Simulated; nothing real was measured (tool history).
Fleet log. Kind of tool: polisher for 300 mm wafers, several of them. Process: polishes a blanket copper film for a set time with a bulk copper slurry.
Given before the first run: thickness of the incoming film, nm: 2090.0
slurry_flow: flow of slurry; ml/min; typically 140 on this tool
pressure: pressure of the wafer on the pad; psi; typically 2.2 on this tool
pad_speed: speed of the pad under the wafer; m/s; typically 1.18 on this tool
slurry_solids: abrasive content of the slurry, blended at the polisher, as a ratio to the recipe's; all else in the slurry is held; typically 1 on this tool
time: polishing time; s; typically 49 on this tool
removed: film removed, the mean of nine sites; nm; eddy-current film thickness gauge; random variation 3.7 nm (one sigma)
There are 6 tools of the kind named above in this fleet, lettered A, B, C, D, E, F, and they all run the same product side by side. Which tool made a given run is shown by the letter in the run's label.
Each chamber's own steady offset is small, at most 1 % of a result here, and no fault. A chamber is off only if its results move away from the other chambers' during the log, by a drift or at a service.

run   hour  slurry_flow  pressure  pad_speed  slurry_solids  time  wafers polished on this pad  hours since the slurry nozzle was cleaned  hours since the head pressure was calibrated  hours since the slurry blender was calibrated  removed
         1  -- chamber E: slurry blender recalibrated
 1C   10.5          140       2.2       1.18              1    49                          333                                      525.7                                         721.9                                           26.9   367.84
 2B   15.7          140       2.2       1.18              1    49                         1294                                      272.3                                          45.3                                           88.8   368.93
      16.1  -- chamber B: worn pad replaced by a new one
        20  -- chamber A: slurry blender recalibrated
 3F   27.1          140       2.2       1.18              1    49                         1473                                      670.8                                         163.8                                          175.7   361.14
      27.5  -- chamber F: slurry nozzle cleaned
      35.4  -- chamber F: worn pad replaced by a new one
 4A   36.3          140       2.2       1.18              1    49                          818                                       79.3                                           240                                           16.3   375.31
      41.1  -- chamber A: worn pad replaced by a new one
 5E   47.2          140       2.2       1.18              1    49                          667                                       82.4                                         742.6                                           46.3   363.33
 6D   53.5          140       2.2       1.18              1    41                          379                                      188.1                                         614.5                                          436.3   308.62
 7F   60.3          140       2.2       1.18              1    41                          166                                       32.8                                           197                                          208.9   307.34
      60.8  -- chamber E: worn pad replaced by a new one
 8C   71.7          140       2.2       1.18              1    41                          740                                      586.9                                         783.1                                           88.1   301.15
 9A   76.9          140       2.2       1.18              1    41                          238                                      119.9                                         280.6                                           56.9   304.23
10E     84          140       2.2       1.18              1    41                          154                                      119.2                                         779.4                                           83.1   300.98
11D   89.5          140       2.2       1.18              1    41                          618                                      224.1                                         650.5                                          472.3   309.88
      90.4  -- chamber A: head pressure recalibrated
     100.7  -- chamber D: slurry nozzle cleaned
12B  100.8          140       2.2       1.18              1    49                          563                                      357.4                                         130.4                                          173.9   371.11
13C  107.2          140       2.2       1.18              1    49                          976                                      622.4                                         818.6                                          123.6   367.96
14E    113          140       2.2       1.18              1    49                          347                                      148.2                                         808.4                                          112.1   359.89
     113.5  -- chamber E: head pressure recalibrated
15D  123.4          140       2.2       1.18              1    49                          844                                       22.8                                         684.4                                          506.2   366.64
16B  129.1          140       2.2       1.18              1    49                          752                                      385.7                                         158.7                                          202.2   362.97
17A    139          140       2.2       1.18              1    49                          651                                        182                                          48.7                                            119   365.45
     142.8  -- chamber D: slurry blender recalibrated
18F  146.6          140       2.2       0.98              1    49                          740                                      119.1                                         283.3                                          295.2   302.16
     149.3  -- chamber B: slurry nozzle cleaned
19E  157.5          140       2.2       0.98              1    49                          643                                      192.7                                            44                                          156.6   306.11
     161.4  -- chamber F: slurry blender recalibrated
     162.9  -- chamber A: worn pad replaced by a new one
       168  -- chamber E: slurry blender recalibrated
20B  168.9          140       2.2       0.98              1    49                         1017                                       19.7                                         198.5                                            242   307.31
21C  175.3          140       2.2       0.98              1    49                         1429                                      690.5                                         886.7                                          191.7   301.35
22F  180.9          140       2.2       0.98              1    49                          968                                      153.4                                         317.6                                           19.6    301.3
     183.2  -- chamber B: slurry blender recalibrated
23D  187.3          140       2.2       0.98              1    49                         1269                                       86.7                                         748.3                                           44.6   310.04
     189.2  -- chamber E: worn pad replaced by a new one
24A  198.6          140       2.2       1.18              1    49                          238                                      241.6                                         108.3                                          178.6   368.82
     200.3  -- chamber F: head pressure recalibrated
25D  205.8          140       2.2       1.18              1    49                         1392                                      105.2                                         766.8                                           63.1   361.24
     216.4  -- chamber B: worn pad replaced by a new one
26F  217.1          140       2.2       1.18              1    49                         1209                                      189.6                                          16.9                                           55.8   362.67
     218.8  -- chamber D: worn pad replaced by a new one
     227.3  -- chamber A: slurry blender recalibrated
27A  227.5          140       2.2       1.18              1    49                          430                                      270.5                                         137.2                                            0.3   369.57
     230.1  -- chamber F: worn pad replaced by a new one
28E  236.2          140       2.2       1.18              1    49                          313                                      271.4                                         122.7                                           68.2   367.43
29C  242.1          140       2.2       1.18              1    49                         1874                                      757.3                                         953.5                                          258.5   352.69
     243.9  -- chamber D: head pressure recalibrated
30B  252.5          140       2.2       1.18              1    49                          240                                      103.3                                         282.1                                           69.3   372.14
     254.8  -- chamber C: slurry nozzle cleaned
31E  259.1          140       2.2       1.18              1    49                          465                                      294.3                                         145.6                                           91.1   366.31
32F  269.9          140       2.2       1.18              1    49                          265                                      242.4                                          69.7                                          108.6   363.37
33D  276.2          180       1.5       1.18              1    49                          382                                      175.6                                          32.4                                          133.5      261
     280.6  -- chamber A: worn pad replaced by a new one
34B  286.8          180       1.5       1.18              1    49                          468                                      137.6                                         316.4                                          103.6   262.06
     292.4  -- chamber C: slurry blender recalibrated
35C  296.7          180       1.5       1.18              1    49                         2237                                         42                                        1008.1                                            4.4   245.48
36A  302.3          180       1.5       1.18              1    49                          144                                      345.3                                           212                                           75.1   263.02
     305.3  -- chamber E: worn pad replaced by a new one
37E  311.7          180       1.5       1.18              1    49                           42                                      346.9                                         198.2                                          143.7   262.95
38A    317          180       1.5       1.18              1    49                          242                                        360                                         226.7                                           89.8   260.15

Decide between three cases: one chamber stands off from its peers, the gauge reading all wafers drifts, or nothing is wrong past each chamber's small offset. Where a chamber is off, say which and what most likely put it there.

One chamber, C, drifts off from the rest bit by bit.
What lies behind it: removal rate lost through wear of the pad, % = 5.78.
The log might look much the same if the cause were instead: head's pressure below its setpoint, %.

Chamber C could run next with any of the 4 candidate recipes listed below; each alters the usual settings, and their results appear as question marks. Which one brings its results back in line with what the other chambers deliver on the usual settings?
In line here means within this much of the mean the other chambers give on the usual settings: removed 13 nm
39C-1  325.2          140       2.3       1.24              1    51                                                                                                                                                                             ?
39C-2  325.2          140       2.1       1.12              1    47                                                                                                                                                                             ?
39C-3  325.2          140       2.2       1.18              1    52                                                                                                                                                                             ?
39C-4  325.2          140       2.2       1.14              1    47                                                                                                                                                                             ?

Average result of the remaining chambers running the usual settings: removed 366.37 nm
  run  removed
39C-1    394.4
39C-2   299.33
39C-3    365.8
39C-4   319.25
The answer is 39C-3, which returns the chamber to within the allowed miss of the others.

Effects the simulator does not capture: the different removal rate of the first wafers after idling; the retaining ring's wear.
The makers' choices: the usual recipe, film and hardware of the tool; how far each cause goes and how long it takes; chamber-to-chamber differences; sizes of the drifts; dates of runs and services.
